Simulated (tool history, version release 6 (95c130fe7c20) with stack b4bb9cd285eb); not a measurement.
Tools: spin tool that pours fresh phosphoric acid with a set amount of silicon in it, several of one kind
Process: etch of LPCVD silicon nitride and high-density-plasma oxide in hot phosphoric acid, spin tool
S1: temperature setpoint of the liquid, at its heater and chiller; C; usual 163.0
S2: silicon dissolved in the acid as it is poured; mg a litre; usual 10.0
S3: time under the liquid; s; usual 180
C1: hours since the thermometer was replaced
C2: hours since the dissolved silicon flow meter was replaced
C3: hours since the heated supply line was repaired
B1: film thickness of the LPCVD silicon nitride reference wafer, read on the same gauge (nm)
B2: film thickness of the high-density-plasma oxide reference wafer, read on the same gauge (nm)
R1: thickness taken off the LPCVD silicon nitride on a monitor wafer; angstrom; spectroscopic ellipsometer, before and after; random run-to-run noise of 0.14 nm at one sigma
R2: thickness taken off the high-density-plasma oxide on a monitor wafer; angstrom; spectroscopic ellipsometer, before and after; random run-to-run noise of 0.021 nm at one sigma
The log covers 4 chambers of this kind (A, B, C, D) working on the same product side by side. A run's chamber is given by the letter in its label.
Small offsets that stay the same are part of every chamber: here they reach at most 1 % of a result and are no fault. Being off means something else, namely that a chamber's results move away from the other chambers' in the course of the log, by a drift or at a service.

run 1B hour=6.6 | S1=163.0 S2=10.0 S3=180 | C1=21.3 C2=318.0 C3=1024.3 | B1=99.981 B2=69.999 | R1=176.580 R2=3.8022
run 2C hour=14.3 | S1=163.0 S2=10.0 S3=180 | C1=2047.4 C2=1245.7 C3=1422.3 | B1=99.999 B2=70.057 | R1=180.710 R2=3.4701
run 3A hour=20.8 | S1=163.0 S2=10.0 S3=180 | C1=1077.2 C2=319.3 C3=59.2 | B1=100.020 B2=70.001 | R1=180.410 R2=3.8157
run 4D hour=30.2 | S1=163.0 S2=10.0 S3=180 | C1=1065.9 C2=83.6 C3=2649.3 | B1=99.978 B2=69.964 | R1=178.640 R2=4.0078
run 5D hour=38.8 | S1=163.0 S2=10.0 S3=180 | C1=1074.5 C2=92.2 C3=2657.9 | B1=100.000 B2=70.022 | R1=181.000 R2=3.7981
run 6C hour=46.6 | S1=163.0 S2=10.0 S3=180 | C1=2079.7 C2=1278.0 C3=1454.6 | B1=99.990 B2=70.023 | R1=179.270 R2=3.6011
run 7A hour=52.5 | S1=165.5 S2=10.0 S3=180 | C1=1108.9 C2=351.0 C3=90.9 | B1=100.010 B2=70.013 | R1=196.670 R2=4.5050
run 8B hour=62.7 | S1=165.5 S2=10.0 S3=180 | C1=77.4 C2=374.1 C3=1080.4 | B1=100.010 B2=70.016 | R1=196.800 R2=4.2370
run 9A hour=67.3 | S1=165.5 S2=10.0 S3=180 | C1=1123.7 C2=365.8 C3=105.7 | B1=100.010 B2=69.973 | R1=196.650 R2=4.4903
run 10D hour=74.4 | S1=165.5 S2=10.0 S3=180 | C1=1110.1 C2=127.8 C3=2693.5 | B1=100.020 B2=69.974 | R1=195.720 R2=4.6108
run 11C hour=81.2 | S1=163.0 S2=10.0 S3=180 | C1=2114.3 C2=1312.6 C3=1489.2 | B1=100.000 B2=69.978 | R1=178.030 R2=3.8124
run 12B hour=89.3 | S1=163.0 S2=10.0 S3=180 | C1=104.0 C2=400.7 C3=1107.0 | B1=100.000 B2=70.007 | R1=179.670 R2=3.8242
run 13C hour=95.2 | S1=163.0 S2=10.0 S3=180 | C1=2128.3 C2=1326.6 C3=1503.2 | B1=100.020 B2=70.000 | R1=179.100 R2=3.7419
run 14B hour=101.0 | S1=163.0 S2=10.0 S3=110 | C1=115.7 C2=412.4 C3=1118.7 | B1=99.993 B2=70.019 | R1=110.540 R2=2.3902
run 15D hour=111.3 | S1=163.0 S2=10.0 S3=110 | C1=1147.0 C2=164.7 C3=2730.4 | B1=99.992 B2=70.001 | R1=110.520 R2=2.1839
run 16A hour=121.9 | S1=163.0 S2=10.0 S3=110 | C1=1178.3 C2=420.4 C3=160.3 | B1=100.010 B2=69.966 | R1=110.590 R2=2.3882
run 17D hour=128.1 | S1=163.0 S2=10.0 S3=110 | C1=1163.8 C2=181.5 C3=2747.2 | B1=99.988 B2=70.003 | R1=111.240 R2=2.4221
run 18A hour=136.2 | S1=163.0 S2=10.0 S3=180 | C1=1192.6 C2=434.7 C3=174.6 | B1=100.020 B2=70.029 | R1=181.070 R2=3.4870
-- hour=138.0 chamber C: heated supply line repaired
run 19C hour=141.6 | S1=163.0 S2=10.0 S3=180 | C1=2174.7 C2=1373.0 C3=3.7 | B1=100.020 B2=69.974 | R1=177.850 R2=3.6256
run 20B hour=151.0 | S1=163.0 S2=10.0 S3=180 | C1=165.7 C2=462.4 C3=1168.7 | B1=99.989 B2=70.018 | R1=178.970 R2=3.6067
run 21D hour=156.9 | S1=163.0 S2=10.0 S3=180 | C1=1192.6 C2=210.3 C3=2776.0 | B1=100.000 B2=69.977 | R1=179.820 R2=3.9505
run 22B hour=166.1 | S1=163.0 S2=10.0 S3=180 | C1=180.8 C2=477.5 C3=1183.8 | B1=100.020 B2=70.004 | R1=177.330 R2=3.5029
run 23C hour=173.9 | S1=163.0 S2=10.0 S3=180 | C1=2207.0 C2=1405.3 C3=36.0 | B1=100.020 B2=70.016 | R1=180.710 R2=3.5061
run 24A hour=182.1 | S1=163.0 S2=10.0 S3=180 | C1=1238.5 C2=480.6 C3=220.5 | B1=99.988 B2=69.991 | R1=182.620 R2=3.2158
run 25A hour=190.2 | S1=163.0 S2=10.0 S3=180 | C1=1246.6 C2=488.7 C3=228.6 | B1=99.990 B2=70.016 | R1=180.900 R2=4.0734
-- hour=197.1 chamber D: thermometer replaced
run 26D hour=200.7 | S1=163.0 S2=10.0 S3=80 | C1=3.7 C2=254.1 C3=2819.8 | B1=100.000 B2=70.004 | R1=79.161 R2=1.6502
run 27C hour=207.2 | S1=163.0 S2=10.0 S3=80 | C1=2240.3 C2=1438.6 C3=69.3 | B1=99.999 B2=70.002 | R1=79.742 R2=1.7249
run 28B hour=217.3 | S1=163.0 S2=10.0 S3=80 | C1=232.0 C2=528.7 C3=1235.0 | B1=99.987 B2=70.022 | R1=79.023 R2=1.5906
run 29C hour=224.5 | S1=163.0 S2=10.0 S3=80 | C1=2257.6 C2=1455.9 C3=86.6 | B1=100.000 B2=69.997 | R1=79.428 R2=1.6803
run 30A hour=231.3 | S1=163.0 S2=6.5 S3=80 | C1=1287.7 C2=529.8 C3=269.7 | B1=99.983 B2=70.014 | R1=80.031 R2=1.7846
run 31D hour=241.7 | S1=163.0 S2=6.5 S3=80 | C1=44.7 C2=295.1 C3=2860.8 | B1=100.010 B2=69.958 | R1=79.001 R2=1.5812
run 32B hour=251.5 | S1=163.0 S2=6.5 S3=80 | C1=266.2 C2=562.9 C3=1269.2 | B1=100.000 B2=70.023 | R1=80.133 R2=1.7450
run 33A hour=256.6 | S1=163.0 S2=6.5 S3=80 | C1=1313.0 C2=555.1 C3=295.0 | B1=99.992 B2=70.015 | R1=79.775 R2=1.6940
run 34D hour=262.5 | S1=164.5 S2=16.5 S3=180 | C1=65.5 C2=315.9 C3=2881.6 | B1=99.984 B2=69.983 | R1=192.570 R2=3.2958
-- hour=268.5 chamber C: dissolved silicon flow meter replaced
run 35C hour=271.0 | S1=164.5 S2=16.5 S3=180 | C1=2304.1 C2=2.5 C3=133.1 | B1=100.010 B2=70.022 | R1=188.910 R2=3.4926

Predict what each chamber gives when all 4 of them run the settings below next.
run 36A hour=278.7 | S1=164.5 S2=10.0 S3=180 | R1=? R2=?
run 36B hour=278.7 | S1=164.5 S2=10.0 S3=180 | R1=? R2=?
run 36C hour=278.7 | S1=164.5 S2=10.0 S3=180 | R1=? R2=?
run 36D hour=278.7 | S1=164.5 S2=10.0 S3=180 | R1=? R2=?

run=36A R1=189.380 R2=3.9155
run=36B R1=186.590 R2=4.0815
run=36C R1=186.140 R2=3.9766
run=36D R1=187.440 R2=4.2729
